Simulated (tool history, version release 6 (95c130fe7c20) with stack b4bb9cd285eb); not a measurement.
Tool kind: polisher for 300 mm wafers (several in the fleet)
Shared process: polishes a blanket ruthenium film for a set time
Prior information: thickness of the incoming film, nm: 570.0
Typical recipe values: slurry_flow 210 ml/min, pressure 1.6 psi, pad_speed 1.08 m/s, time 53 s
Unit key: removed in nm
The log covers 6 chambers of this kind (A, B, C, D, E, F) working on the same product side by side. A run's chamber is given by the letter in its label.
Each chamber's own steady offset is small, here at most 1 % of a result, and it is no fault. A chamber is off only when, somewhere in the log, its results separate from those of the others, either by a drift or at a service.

run   hour  slurry_flow  pressure  pad_speed  time  removed
       5.1  -- chamber E: worn pad replaced by a new one
 1A    7.9          210       1.6       1.08    53    55.21
       9.8  -- chamber C: worn pad replaced by a new one
        12  -- chamber F: worn pad replaced by a new one
 2E   17.1          210       1.6       1.08    53   55.266
      22.4  -- chamber D: worn pad replaced by a new one
 3F   24.7          210       1.6       1.08    53   55.135
 4B     33          210       1.6       1.08    53   55.487
 5C   43.4          210       1.6       1.08    53   54.644
      44.2  -- chamber D: slurry nozzle cleaned
      44.8  -- chamber B: worn pad replaced by a new one
 6D   50.2          210       1.6       1.08    53   55.658
      52.3  -- chamber B: head pressure recalibrated
 7F   58.6          210       1.6       1.08    53   55.128
 8B   64.2          210       1.6       1.08    53   56.182
 9E   74.9          210       1.6       1.08    53   55.496
      75.8  -- chamber F: worn pad replaced by a new one
      78.7  -- chamber D: worn pad replaced by a new one
10C   84.9          210       1.6       1.08    53   56.072
      86.1  -- chamber E: worn pad replaced by a new one
11A   90.6          210       1.6       1.08    53   54.516
        92  -- chamber A: slurry nozzle cleaned
      92.7  -- chamber C: head pressure recalibrated
12D  100.8          175       1.6       1.08    53   52.756
13B  107.4          175       1.6       1.08    53   54.386
14F  113.6          175       1.6       1.08    53   53.797
     119.3  -- chamber C: worn pad replaced by a new one
15A  119.5          175       1.6       1.08    53    53.38
     121.1  -- chamber A: worn pad replaced by a new one
16E  124.7          175       1.6       1.08    53   54.115
17D  130.8          175       1.6       1.08    53    53.57
18C  137.3          210       1.6       1.08    53   54.773
     138.9  -- chamber F: worn pad replaced by a new one
     139.3  -- chamber E: head pressure recalibrated
     144.9  -- chamber D: worn pad replaced by a new one
19C  145.3          210       1.6       1.08    53   55.971
20A  154.2          210       1.6       1.08    53   54.928
     159.8  -- chamber B: worn pad replaced by a new one
       164  -- chamber E: worn pad replaced by a new one
21B  164.4          210       1.6       1.08    53   55.589
22F  172.9          210       1.6       1.08    53   54.564
23E  180.5          210       1.6       1.08    53   55.912
24D    186          210       1.6       1.08    53   55.123
25F  191.4          210       1.6       0.92    53   46.326
26C  197.2          210       1.6       0.92    53   46.867
     202.5  -- chamber F: worn pad replaced by a new one
27B  206.6          210       1.6       0.92    53   47.837
     208.1  -- chamber D: worn pad replaced by a new one
28D  213.5          210       1.6       0.92    53   47.384
     221.4  -- chamber A: worn pad replaced by a new one
29E  221.5          210       1.6       0.92    53   48.183
     231.4  -- chamber C: worn pad replaced by a new one
30A  231.4          210       1.6       0.92    53   46.852
     238.4  -- chamber E: worn pad replaced by a new one
31D  239.7          210       1.6       1.08    53    54.57
32F  245.7          210       1.6       1.08    53   54.597
33C  252.4          210       1.6       1.08    53   55.281
     256.4  -- chamber B: worn pad replaced by a new one
34A  258.7          210       1.6       1.08    53   55.172
35B  268.9          210       1.6       1.08    53   56.063
36E  278.3          210       1.6       1.08    53   55.852

Has any chamber moved away from the others, gradually or after a service, or does the common gauge drift, or do the chambers differ only by their own small steady offsets? State the chamber and the most likely cause if one applies.

Nothing is wrong: each chamber keeps only its own small, steady offset and the gauge holds still.
